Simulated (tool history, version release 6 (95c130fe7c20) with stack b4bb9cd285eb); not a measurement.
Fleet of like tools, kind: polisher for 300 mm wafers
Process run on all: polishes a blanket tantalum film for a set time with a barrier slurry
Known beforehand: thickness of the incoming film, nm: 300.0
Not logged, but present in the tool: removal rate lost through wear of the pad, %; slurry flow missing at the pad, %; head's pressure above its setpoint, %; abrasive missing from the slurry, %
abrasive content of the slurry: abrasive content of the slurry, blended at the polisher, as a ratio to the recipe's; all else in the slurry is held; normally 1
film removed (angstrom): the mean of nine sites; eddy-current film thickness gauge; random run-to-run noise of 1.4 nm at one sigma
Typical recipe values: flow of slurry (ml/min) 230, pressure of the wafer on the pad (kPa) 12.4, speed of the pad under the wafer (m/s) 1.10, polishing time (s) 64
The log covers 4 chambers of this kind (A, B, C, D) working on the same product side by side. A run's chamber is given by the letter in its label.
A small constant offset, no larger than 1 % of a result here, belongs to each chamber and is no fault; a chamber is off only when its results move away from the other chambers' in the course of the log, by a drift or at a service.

run	hour	flow of slurry (ml/min)	pressure of the wafer on the pad (kPa)	speed of the pad under the wafer (m/s)	abrasive content of the slurry	polishing time (s)	wafers polished on this pad	hours since the slurry nozzle was cleaned	hours since the head pressure was calibrated	hours since the slurry blender was calibrated	film removed (angstrom)
1A	5.6	230	12.4	1.10	1	64	60	128.8	31.6	44.6	1207.0
2B	10.1	230	12.4	1.10	1	64	905	64.4	1199.4	123.1	1189.5
3D	16.9	230	12.4	1.10	1	64	501	144.3	239.0	29.3	1197.3
4C	25.9	230	12.4	1.10	1	64	1109	763.9	126.4	36.8	1192.3
# hour 26.1: chamber C: worn pad replaced by a new one
5D	32.5	230	12.4	1.10	1	64	635	159.9	254.6	44.9	1193.7
6B	37.3	230	12.4	1.10	1	64	1138	91.6	1226.6	150.3	1191.1
7C	43.9	230	12.4	1.10	1	64	153	781.9	144.4	54.8	1203.9
8A	48.0	230	12.4	1.10	1	64	424	171.2	74.0	87.0	1182.6
9C	55.5	230	12.4	1.10	1	64	253	793.5	156.0	66.4	1223.4
10B	59.9	230	12.4	1.10	1	64	1332	114.2	1249.2	172.9	1213.0
11A	67.9	230	12.4	1.10	1	64	594	191.1	93.9	106.9	1189.9
12D	74.3	230	12.4	1.10	1	64	994	201.7	296.4	86.7	1200.7
# hour 79.9: chamber B: worn pad replaced by a new one
# hour 80.0: chamber A: worn pad replaced by a new one
13A	82.3	230	12.4	1.10	1	64	19	205.5	108.3	121.3	1171.5
# hour 82.7: chamber D: slurry nozzle cleaned
14B	87.6	230	12.4	1.10	1	64	66	141.9	1276.9	200.6	1229.5
# hour 95.7: chamber D: worn pad replaced by a new one
15C	95.8	230	12.4	1.10	1	64	599	833.8	196.3	106.7	1230.1
# hour 98.6: chamber D: slurry blender recalibrated
16D	102.7	230	12.4	1.10	1	64	60	20.0	324.8	4.2	1225.3
17A	107.8	230	12.4	1.10	1	64	238	231.0	133.8	146.8	1177.1
# hour 110.8: chamber A: slurry nozzle cleaned
18C	113.2	230	12.4	1.10	1	64	748	851.2	213.7	124.1	1201.8
# hour 119.4: chamber C: slurry nozzle cleaned
# hour 120.5: chamber B: head pressure recalibrated
19D	122.2	230	12.4	1.10	1	64	228	39.5	344.3	23.7	1217.7
20B	129.9	230	12.4	1.10	1	64	429	184.2	9.5	242.9	1300.5
21B	136.5	230	12.4	1.10	1	64	486	190.8	16.1	249.5	1317.0
# hour 138.1: chamber D: head pressure recalibrated
22C	143.0	230	12.4	1.10	1	64	1004	23.7	243.5	153.9	1218.3
23D	150.4	230	12.4	1.10	1	64	470	67.7	12.3	51.9	1199.7
24A	154.6	230	12.4	1.10	1	64	640	43.8	180.6	193.6	1184.9
# hour 157.5: chamber A: worn pad replaced by a new one
25A	159.6	230	12.4	1.10	1	64	18	48.8	185.6	198.6	1201.2
# hour 163.5: chamber C: worn pad replaced by a new one
26C	163.9	230	12.4	1.10	1	64	4	44.6	264.4	174.8	1198.2
27B	171.8	265	12.4	1.10	1	64	789	226.1	51.4	284.8	1328.3
28D	178.1	265	12.4	1.10	1	64	707	95.4	40.0	79.6	1239.8
29C	184.4	265	12.4	1.10	1	64	180	65.1	284.9	195.3	1209.7
30D	193.2	265	12.4	1.10	1	64	837	110.5	55.1	94.7	1250.8
31B	199.2	230	12.4	1.10	1	64	1024	253.5	78.8	312.2	1305.7

Decide between three cases: one chamber stands off from its peers, the gauge reading all wafers drifts, or nothing is wrong past each chamber's small offset. Where a chamber is off, say which and what most likely put it there.

Chamber B has stood off from the others ever since a service on it.
Likeliest cause: head's pressure above its setpoint, % = 7.78.

Which of the 4 candidates below, each the usual settings with something changed and its results left as question marks, puts chamber B back in line with what the other chambers give on the usual settings?
Counts as in line when no further than this from what the other chambers average on the usual settings: film removed (angstrom) 48.0
32B-1	205.7	230	12.4	1.14	1	66					?
32B-2	205.7	230	11.7	1.10	1	59					?
32B-3	205.7	140	12.4	1.10	1	64					?
32B-4	205.7	235	12.4	1.10	1	74					?

The mean the other chambers reach with the usual settings: film removed (angstrom) 1202.8
run	film removed (angstrom)
32B-1	1398.8
32B-2	1137.9
32B-3	1215.6
32B-4	1516.3
32B-3 brings the chamber back in line.
